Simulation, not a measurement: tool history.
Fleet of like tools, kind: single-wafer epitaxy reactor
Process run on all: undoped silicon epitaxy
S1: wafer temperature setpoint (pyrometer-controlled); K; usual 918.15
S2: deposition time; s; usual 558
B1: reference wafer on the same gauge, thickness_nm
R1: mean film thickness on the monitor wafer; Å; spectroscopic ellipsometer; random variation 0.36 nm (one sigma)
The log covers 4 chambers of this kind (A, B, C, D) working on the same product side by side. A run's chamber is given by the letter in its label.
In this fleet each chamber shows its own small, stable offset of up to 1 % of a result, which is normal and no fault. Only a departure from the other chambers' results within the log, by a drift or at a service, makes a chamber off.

Run 1A, day 0.262: usual settings; B1 76.193. Result: R1 840.16 Å.
Run 2B, day 0.500: usual settings; B1 76.109. Result: R1 838.96 Å.
Run 3D, day 0.717: usual settings; B1 76.049. Result: R1 839.12 Å.
Run 4C, day 0.983: usual settings; B1 76.143. Result: R1 835.55 Å.
Run 5D, day 1.288: usual settings; B1 76.134. Result: R1 838.80 Å.
Run 6C, day 1.567: usual settings; B1 76.132. Result: R1 837.50 Å.
Run 7B, day 1.729: usual settings; B1 76.170. Result: R1 842.55 Å.
Run 8A, day 1.950: usual settings but S1 929.15 K, S2 500 s; B1 76.136. Result: R1 963.54 Å.
Run 9D, day 2.188: usual settings but S1 929.15 K, S2 500 s; B1 75.991. Result: R1 964.64 Å.
Run 10A, day 2.362: usual settings but S1 929.15 K, S2 500 s; B1 76.058. Result: R1 964.12 Å.
Run 11B, day 2.525: usual settings but S1 929.15 K, S2 500 s; B1 76.068. Result: R1 957.83 Å.
Run 12C, day 2.671: usual settings; B1 76.158. Result: R1 837.50 Å.
Run 13A, day 2.838: usual settings; B1 76.106. Result: R1 857.05 Å.
Run 14C, day 3.088: usual settings; B1 76.032. Result: R1 838.55 Å.
Run 15D, day 3.404: usual settings but S1 932.15 K; B1 76.006. Result: R1 1146.10 Å.
Run 16B, day 3.575: usual settings but S1 932.15 K; B1 76.132. Result: R1 1138.70 Å.
Run 17A, day 3.812: usual settings but S1 932.15 K; B1 76.039. Result: R1 1168.40 Å.
Run 18D, day 3.967: usual settings but S1 932.15 K; B1 76.030. Result: R1 1135.20 Å.
Run 19C, day 4.142: usual settings; B1 76.077. Result: R1 840.24 Å.
Run 20B, day 4.454: usual settings; B1 76.111. Result: R1 843.35 Å.
Run 21B, day 4.650: usual settings; B1 76.081. Result: R1 839.19 Å.
Run 22A, day 4.879: usual settings; B1 76.005. Result: R1 877.59 Å.
Run 23C, day 5.158: usual settings but S1 925.15 K, S2 457 s; B1 76.065. Result: R1 800.72 Å.
Run 24D, day 5.467: usual settings but S1 925.15 K, S2 457 s; B1 76.092. Result: R1 803.45 Å.
Run 25B, day 5.629: usual settings but S1 925.15 K, S2 457 s; B1 76.123. Result: R1 804.41 Å.

All 4 chambers run these settings next. Forecast each chamber's results:
Run 26A, day 5.867: usual settings. Result: R1 ?.
Run 26B, day 5.867: usual settings. Result: R1 ?.
Run 26C, day 5.867: usual settings. Result: R1 ?.
Run 26D, day 5.867: usual settings. Result: R1 ?.

run      R1
26A  890.35
26B  839.96
26C  837.61
26D  846.41
